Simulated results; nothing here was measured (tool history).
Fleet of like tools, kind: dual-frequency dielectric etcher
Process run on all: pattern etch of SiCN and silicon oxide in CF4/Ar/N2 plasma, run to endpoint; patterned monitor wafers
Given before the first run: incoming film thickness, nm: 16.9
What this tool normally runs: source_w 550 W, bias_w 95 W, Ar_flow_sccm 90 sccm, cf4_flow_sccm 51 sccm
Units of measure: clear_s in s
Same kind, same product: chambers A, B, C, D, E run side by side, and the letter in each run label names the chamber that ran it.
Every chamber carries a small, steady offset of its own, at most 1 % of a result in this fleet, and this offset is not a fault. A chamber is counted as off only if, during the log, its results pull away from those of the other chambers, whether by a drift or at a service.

run,hour,source_w,bias_w,Ar_flow_sccm,cf4_flow_sccm,hours since the last wet clean,hours since the last source power generator calibration,hours since the last bias power generator calibration,hours since the last Ar flow controller change,hours since the last CF4 flow controller change,clear_s
1D,4.3,550,95,90,51,293.4,1773.6,1290.2,1642.6,4067.9,15.509
2B,10.8,550,95,90,51,288.9,488.1,2589.2,269.3,1333.2,15.488
3A,15.7,550,95,90,51,238.8,141.7,1461.3,1365.4,2179.5,15.361
4C,19.1,550,95,90,51,330.9,1795.8,369.6,1131.3,494.7,15.373
5E,26.6,550,95,90,51,36.7,555,3063.5,2125.2,2835.1,15.672
6E,32.3,550,95,90,51,42.4,560.7,3069.2,2130.9,2840.8,15.647
7C,39.5,550,95,90,51,351.3,1816.2,390,1151.7,515.1,15.411
8B,46.3,550,95,90,51,324.4,523.6,2624.7,304.8,1368.7,15.392
9A,50,550,95,90,51,273.1,176,1495.6,1399.7,2213.8,15.296
10D,56.8,550,95,90,40,345.9,1826.1,1342.7,1695.1,4120.4,16.11
11D,60.8,550,95,90,40,349.9,1830.1,1346.7,1699.1,4124.4,16.103
12B,66.4,550,95,90,40,344.5,543.7,2644.8,324.9,1388.8,16.047
13C,71.8,550,95,90,40,383.6,1848.5,422.3,1184,547.4,15.743
14A,78.4,550,95,90,40,301.5,204.4,1524,1428.1,2242.2,15.992
# hour 79.9: chamber C: wet clean of the chamber
15E,84.2,480,95,90,59,94.3,612.6,3121.1,2182.8,2892.7,17.415
16E,89.8,480,95,90,59,99.9,618.2,3126.7,2188.4,2898.3,17.438
17A,94,480,95,90,59,317.1,220,1539.6,1443.7,2257.8,17.069
18B,99.5,480,95,90,59,377.6,576.8,2677.9,358,1421.9,16.881
19C,104.6,480,95,90,59,24.8,1881.3,455.1,1216.8,580.2,16.902
20D,110.8,550,95,90,51,399.9,1880.1,1396.7,1749.1,4174.4,15.519
21E,118.5,550,95,90,51,128.6,646.9,3155.4,2217.1,2927,15.886
22D,123.2,550,95,90,51,412.3,1892.5,1409.1,1761.5,4186.8,15.515
23C,128.6,550,95,90,51,48.8,1905.3,479.1,1240.8,604.2,15.488
24B,132.9,550,95,90,51,411,610.2,2711.3,391.4,1455.3,15.31
25A,136.2,550,95,90,51,359.3,262.2,1581.8,1485.9,2300,15.38
26C,142,550,95,90,51,62.2,1918.7,492.5,1254.2,617.6,15.456
27B,146.1,550,95,90,51,424.2,623.4,2724.5,404.6,1468.5,15.456
28D,149.4,550,95,90,51,438.5,1918.7,1435.3,1787.7,4213,15.808
29E,153.9,550,95,90,51,164,682.3,3190.8,2252.5,2962.4,16.169
30A,159.6,550,95,90,51,382.7,285.6,1605.2,1509.3,2323.4,15.326
31A,167.3,550,95,90,40,390.4,293.3,1612.9,1517,2331.1,15.951

For the next run the whole fleet of 5 chambers uses the same settings. Give each chamber's results:
32A,172.8,460,95,90,51,,,,,,?
32B,172.8,460,95,90,51,,,,,,?
32C,172.8,460,95,90,51,,,,,,?
32D,172.8,460,95,90,51,,,,,,?
32E,172.8,460,95,90,51,,,,,,?

run,clear_s
32A,17.957
32B,17.761
32C,17.918
32D,18.083
32E,18.93

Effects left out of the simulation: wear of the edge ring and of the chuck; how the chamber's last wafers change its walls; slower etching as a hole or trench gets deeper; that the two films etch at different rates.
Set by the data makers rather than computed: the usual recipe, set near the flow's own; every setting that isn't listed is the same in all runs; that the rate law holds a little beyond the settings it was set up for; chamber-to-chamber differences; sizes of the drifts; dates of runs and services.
